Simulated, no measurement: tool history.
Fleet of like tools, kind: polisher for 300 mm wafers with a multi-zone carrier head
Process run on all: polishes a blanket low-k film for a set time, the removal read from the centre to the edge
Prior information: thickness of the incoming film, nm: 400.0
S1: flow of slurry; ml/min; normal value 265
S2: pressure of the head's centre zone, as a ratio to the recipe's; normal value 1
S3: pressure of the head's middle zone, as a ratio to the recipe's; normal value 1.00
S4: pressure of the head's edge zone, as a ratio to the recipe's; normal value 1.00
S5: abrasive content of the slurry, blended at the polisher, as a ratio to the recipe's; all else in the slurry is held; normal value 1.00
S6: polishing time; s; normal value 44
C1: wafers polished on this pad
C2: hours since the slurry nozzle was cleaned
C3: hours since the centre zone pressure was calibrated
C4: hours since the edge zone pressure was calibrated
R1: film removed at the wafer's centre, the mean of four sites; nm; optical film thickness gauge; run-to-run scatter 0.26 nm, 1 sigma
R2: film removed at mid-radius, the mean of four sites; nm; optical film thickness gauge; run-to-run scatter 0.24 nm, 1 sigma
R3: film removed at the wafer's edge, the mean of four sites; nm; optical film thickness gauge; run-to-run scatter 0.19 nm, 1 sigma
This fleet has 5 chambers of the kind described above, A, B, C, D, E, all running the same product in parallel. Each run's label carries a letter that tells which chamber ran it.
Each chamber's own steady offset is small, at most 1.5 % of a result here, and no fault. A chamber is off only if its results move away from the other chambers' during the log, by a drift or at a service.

{"run": "1E", "hour": 7.6, "S1": 265, "S2": 1, "S3": 1.0, "S4": 1.0, "S5": 1.0, "S6": 44, "C1": 831, "C2": 78.9, "C3": 217.0, "C4": 387.1, "R1": 20.596, "R2": 20.314, "R3": 21.142}
{"hour": 16.6, "done": "chamber C: worn pad replaced by a new one"}
{"run": "2A", "hour": 21.7, "S1": 265, "S2": 1, "S3": 1.0, "S4": 1.0, "S5": 1.0, "S6": 44, "C1": 726, "C2": 844.9, "C3": 241.6, "C4": 411.6, "R1": 20.417, "R2": 20.079, "R3": 20.552}
{"run": "3B", "hour": 30.3, "S1": 265, "S2": 1, "S3": 1.0, "S4": 1.0, "S5": 1.0, "S6": 44, "C1": 1054, "C2": 260.6, "C3": 61.0, "C4": 51.4, "R1": 20.472, "R2": 20.88, "R3": 21.098}
{"run": "4D", "hour": 45.2, "S1": 265, "S2": 1, "S3": 1.0, "S4": 1.0, "S5": 1.0, "S6": 44, "C1": 1083, "C2": 485.7, "C3": 262.0, "C4": 400.4, "R1": 20.689, "R2": 19.888, "R3": 20.866}
{"hour": 48.0, "done": "chamber E: worn pad replaced by a new one"}
{"hour": 49.0, "done": "chamber A: slurry nozzle cleaned"}
{"hour": 54.9, "done": "chamber A: worn pad replaced by a new one"}
{"hour": 55.5, "done": "chamber D: worn pad replaced by a new one"}
{"run": "5C", "hour": 58.7, "S1": 265, "S2": 1, "S3": 1.0, "S4": 1.0, "S5": 1.0, "S6": 44, "C1": 436, "C2": 396.5, "C3": 236.4, "C4": 85.4, "R1": 20.607, "R2": 20.318, "R3": 20.698}
{"run": "6E", "hour": 68.7, "S1": 265, "S2": 1, "S3": 1.0, "S4": 1.0, "S5": 1.0, "S6": 44, "C1": 214, "C2": 140.0, "C3": 278.1, "C4": 448.2, "R1": 20.583, "R2": 20.306, "R3": 21.004}
{"hour": 70.1, "done": "chamber B: worn pad replaced by a new one"}
{"run": "7C", "hour": 80.2, "S1": 265, "S2": 1, "S3": 1.0, "S4": 1.0, "S5": 1.0, "S6": 44, "C1": 658, "C2": 418.0, "C3": 257.9, "C4": 106.9, "R1": 20.794, "R2": 20.333, "R3": 20.619}
{"run": "8B", "hour": 96.4, "S1": 265, "S2": 1, "S3": 1.0, "S4": 1.0, "S5": 1.0, "S6": 44, "C1": 273, "C2": 326.7, "C3": 127.1, "C4": 117.5, "R1": 20.48, "R2": 21.041, "R3": 20.669}
{"run": "9D", "hour": 107.7, "S1": 265, "S2": 1, "S3": 1.0, "S4": 1.0, "S5": 1.0, "S6": 44, "C1": 541, "C2": 548.2, "C3": 324.5, "C4": 462.9, "R1": 20.559, "R2": 20.507, "R3": 20.625}
{"hour": 108.5, "done": "chamber B: slurry nozzle cleaned"}
{"run": "10A", "hour": 123.8, "S1": 265, "S2": 1, "S3": 0.94, "S4": 1.0, "S5": 1.25, "S6": 44, "C1": 713, "C2": 74.8, "C3": 343.7, "C4": 513.7, "R1": 22.205, "R2": 21.116, "R3": 22.791}
{"hour": 125.8, "done": "chamber C: worn pad replaced by a new one"}
{"run": "11B", "hour": 133.7, "S1": 265, "S2": 1, "S3": 0.94, "S4": 1.0, "S5": 1.25, "S6": 44, "C1": 659, "C2": 25.3, "C3": 164.4, "C4": 154.8, "R1": 22.606, "R2": 21.839, "R3": 22.9}
{"run": "12E", "hour": 142.4, "S1": 265, "S2": 1, "S3": 0.94, "S4": 1.0, "S5": 1.25, "S6": 44, "C1": 977, "C2": 213.7, "C3": 351.8, "C4": 521.9, "R1": 23.012, "R2": 21.218, "R3": 22.419}
{"run": "13A", "hour": 154.9, "S1": 265, "S2": 1, "S3": 0.94, "S4": 1.0, "S5": 1.25, "S6": 44, "C1": 1035, "C2": 105.9, "C3": 374.8, "C4": 544.8, "R1": 22.675, "R2": 20.987, "R3": 23.4}
{"hour": 161.2, "done": "chamber A: worn pad replaced by a new one"}
{"hour": 161.6, "done": "chamber E: worn pad replaced by a new one"}
{"run": "14C", "hour": 165.5, "S1": 265, "S2": 1, "S3": 0.94, "S4": 1.0, "S5": 1.25, "S6": 44, "C1": 411, "C2": 503.3, "C3": 343.2, "C4": 192.2, "R1": 23.3, "R2": 21.164, "R3": 22.899}
{"hour": 170.8, "done": "chamber C: centre zone pressure recalibrated"}
{"run": "15D", "hour": 177.9, "S1": 265, "S2": 1, "S3": 0.92, "S4": 0.94, "S5": 1.0, "S6": 44, "C1": 1268, "C2": 618.4, "C3": 394.7, "C4": 533.1, "R1": 20.403, "R2": 19.238, "R3": 20.361}
{"run": "16D", "hour": 191.3, "S1": 265, "S2": 1, "S3": 0.92, "S4": 0.94, "S5": 1.0, "S6": 44, "C1": 1406, "C2": 631.8, "C3": 408.1, "C4": 546.5, "R1": 20.571, "R2": 18.984, "R3": 20.269}
{"hour": 193.4, "done": "chamber D: worn pad replaced by a new one"}
{"hour": 195.7, "done": "chamber B: worn pad replaced by a new one"}
{"hour": 199.7, "done": "chamber E: edge zone pressure recalibrated"}
{"run": "17A", "hour": 202.2, "S1": 265, "S2": 1, "S3": 0.92, "S4": 0.94, "S5": 1.0, "S6": 44, "C1": 425, "C2": 153.2, "C3": 422.1, "C4": 592.1, "R1": 20.432, "R2": 18.983, "R3": 20.049}
{"run": "18E", "hour": 215.0, "S1": 265, "S2": 1, "S3": 0.92, "S4": 0.94, "S5": 1.0, "S6": 44, "C1": 553, "C2": 286.3, "C3": 424.4, "C4": 15.3, "R1": 20.74, "R2": 19.13, "R3": 20.278}
{"hour": 220.0, "done": "chamber D: slurry nozzle cleaned"}
{"hour": 222.0, "done": "chamber C: worn pad replaced by a new one"}
{"run": "19C", "hour": 230.0, "S1": 265, "S2": 1, "S3": 0.92, "S4": 0.94, "S5": 1.0, "S6": 44, "C1": 83, "C2": 567.8, "C3": 59.2, "C4": 256.7, "R1": 20.585, "R2": 18.747, "R3": 20.289}
{"run": "20B", "hour": 238.9, "S1": 265, "S2": 1, "S3": 1.0, "S4": 1.0, "S5": 1.0, "S6": 44, "C1": 448, "C2": 130.5, "C3": 269.6, "C4": 260.0, "R1": 20.482, "R2": 21.335, "R3": 21.225}
{"run": "21A", "hour": 246.2, "S1": 265, "S2": 1, "S3": 1.0, "S4": 1.0, "S5": 1.0, "S6": 44, "C1": 880, "C2": 197.2, "C3": 466.1, "C4": 636.1, "R1": 20.672, "R2": 20.06, "R3": 20.721}
{"run": "22E", "hour": 254.5, "S1": 265, "S2": 1, "S3": 1.0, "S4": 1.0, "S5": 1.0, "S6": 44, "C1": 962, "C2": 325.8, "C3": 463.9, "C4": 54.8, "R1": 20.679, "R2": 20.063, "R3": 20.827}
{"hour": 256.5, "done": "chamber D: edge zone pressure recalibrated"}
{"hour": 261.9, "done": "chamber A: worn pad replaced by a new one"}
{"run": "23B", "hour": 270.9, "S1": 265, "S2": 1, "S3": 1.0, "S4": 1.0, "S5": 1.0, "S6": 44, "C1": 779, "C2": 162.5, "C3": 301.6, "C4": 292.0, "R1": 20.54, "R2": 20.725, "R3": 20.789}
{"run": "24C", "hour": 285.3, "S1": 265, "S2": 1, "S3": 1.0, "S4": 1.0, "S5": 1.0, "S6": 44, "C1": 656, "C2": 623.1, "C3": 114.5, "C4": 312.0, "R1": 20.101, "R2": 20.257, "R3": 20.758}
{"run": "25D", "hour": 297.3, "S1": 265, "S2": 1, "S3": 1.0, "S4": 1.0, "S5": 1.0, "S6": 44, "C1": 1075, "C2": 77.4, "C3": 514.1, "C4": 40.9, "R1": 20.757, "R2": 20.637, "R3": 21.124}
{"hour": 304.3, "done": "chamber E: worn pad replaced by a new one"}
{"hour": 305.4, "done": "chamber B: centre zone pressure recalibrated"}
{"run": "26E", "hour": 311.2, "S1": 265, "S2": 1, "S3": 1.0, "S4": 1.0, "S5": 1.0, "S6": 44, "C1": 72, "C2": 382.5, "C3": 520.6, "C4": 111.5, "R1": 20.566, "R2": 20.852, "R3": 20.75}
{"hour": 311.9, "done": "chamber D: worn pad replaced by a new one"}
{"run": "27C", "hour": 323.1, "S1": 265, "S2": 1, "S3": 1.0, "S4": 1.0, "S5": 1.0, "S6": 44, "C1": 1047, "C2": 660.9, "C3": 152.3, "C4": 349.8, "R1": 20.297, "R2": 20.271, "R3": 21.142}
{"hour": 325.6, "done": "chamber C: worn pad replaced by a new one"}
{"run": "28D", "hour": 334.5, "S1": 265, "S2": 1, "S3": 1.0, "S4": 1.0, "S5": 1.0, "S6": 44, "C1": 234, "C2": 114.6, "C3": 551.3, "C4": 78.1, "R1": 20.651, "R2": 20.301, "R3": 20.704}
{"hour": 342.9, "done": "chamber B: worn pad replaced by a new one"}
{"run": "29B", "hour": 347.7, "S1": 265, "S2": 1, "S3": 1.0, "S4": 1.0, "S5": 1.0, "S6": 44, "C1": 50, "C2": 239.3, "C3": 42.4, "C4": 368.8, "R1": 20.648, "R2": 20.947, "R3": 20.655}
{"run": "30A", "hour": 364.1, "S1": 265, "S2": 1, "S3": 1.0, "S4": 1.0, "S5": 1.0, "S6": 44, "C1": 1058, "C2": 315.1, "C3": 584.0, "C4": 754.0, "R1": 20.555, "R2": 20.536, "R3": 20.075}
{"run": "31A", "hour": 375.5, "S1": 265, "S2": 1, "S3": 1.0, "S4": 1.0, "S5": 1.0, "S6": 44, "C1": 1176, "C2": 326.5, "C3": 595.4, "C4": 765.4, "R1": 20.393, "R2": 20.898, "R3": 20.402}
{"run": "32E", "hour": 385.0, "S1": 265, "S2": 1, "S3": 1.0, "S4": 0.89, "S5": 1.0, "S6": 44, "C1": 836, "C2": 456.3, "C3": 594.4, "C4": 185.3, "R1": 20.839, "R2": 20.455, "R3": 19.644}
{"hour": 394.7, "done": "chamber A: worn pad replaced by a new one"}
{"run": "33B", "hour": 397.5, "S1": 265, "S2": 1, "S3": 1.0, "S4": 0.89, "S5": 1.0, "S6": 44, "C1": 565, "C2": 289.1, "C3": 92.2, "C4": 418.6, "R1": 20.668, "R2": 20.246, "R3": 19.709}
{"hour": 405.5, "done": "chamber A: edge zone pressure recalibrated"}
{"run": "34D", "hour": 406.8, "S1": 265, "S2": 1, "S3": 1.0, "S4": 0.89, "S5": 1.0, "S6": 44, "C1": 982, "C2": 186.9, "C3": 623.6, "C4": 150.4, "R1": 20.338, "R2": 20.454, "R3": 19.541}
{"hour": 419.9, "done": "chamber C: worn pad replaced by a new one"}
{"run": "35C", "hour": 423.0, "S1": 265, "S2": 1, "S3": 1.0, "S4": 0.89, "S5": 1.0, "S6": 44, "C1": 33, "C2": 760.8, "C3": 252.2, "C4": 449.7, "R1": 20.829, "R2": 20.594, "R3": 19.559}
{"hour": 425.9, "done": "chamber E: worn pad replaced by a new one"}
{"hour": 430.5, "done": "chamber D: worn pad replaced by a new one"}
{"run": "36E", "hour": 438.4, "S1": 265, "S2": 1, "S3": 1.0, "S4": 0.89, "S5": 1.0, "S6": 44, "C1": 129, "C2": 509.7, "C3": 647.8, "C4": 238.7, "R1": 20.64, "R2": 20.682, "R3": 19.633}
{"hour": 438.5, "done": "chamber C: slurry nozzle cleaned"}
{"run": "37A", "hour": 447.5, "S1": 265, "S2": 1, "S3": 1.0, "S4": 1.0, "S5": 1.0, "S6": 44, "C1": 547, "C2": 398.5, "C3": 667.4, "C4": 42.1, "R1": 20.281, "R2": 20.696, "R3": 20.421}
{"run": "38C", "hour": 461.5, "S1": 330, "S2": 1, "S3": 1.0, "S4": 1.0, "S5": 1.0, "S6": 44, "C1": 431, "C2": 23.1, "C3": 290.7, "C4": 488.2, "R1": 21.154, "R2": 21.494, "R3": 21.324}
{"run": "39B", "hour": 472.6, "S1": 330, "S2": 1, "S3": 1.0, "S4": 1.0, "S5": 1.0, "S6": 44, "C1": 1343, "C2": 364.2, "C3": 167.3, "C4": 493.7, "R1": 21.125, "R2": 20.867, "R3": 21.452}
{"run": "40D", "hour": 483.5, "S1": 330, "S2": 1, "S3": 1.0, "S4": 1.0, "S5": 1.0, "S6": 44, "C1": 548, "C2": 263.6, "C3": 700.3, "C4": 227.1, "R1": 21.473, "R2": 20.785, "R3": 21.095}
{"run": "41B", "hour": 500.1, "S1": 330, "S2": 1, "S3": 1.0, "S4": 1.0, "S5": 1.0, "S6": 44, "C1": 1627, "C2": 391.7, "C3": 194.8, "C4": 521.2, "R1": 21.235, "R2": 21.294, "R3": 21.343}

Decide between three cases: one chamber stands off from its peers, the gauge reading all wafers drifts, or nothing is wrong past each chamber's small offset. Where a chamber is off, say which and what most likely put it there.

The fleet is healthy, with each chamber sitting at its usual small offset and no drift in the gauge.

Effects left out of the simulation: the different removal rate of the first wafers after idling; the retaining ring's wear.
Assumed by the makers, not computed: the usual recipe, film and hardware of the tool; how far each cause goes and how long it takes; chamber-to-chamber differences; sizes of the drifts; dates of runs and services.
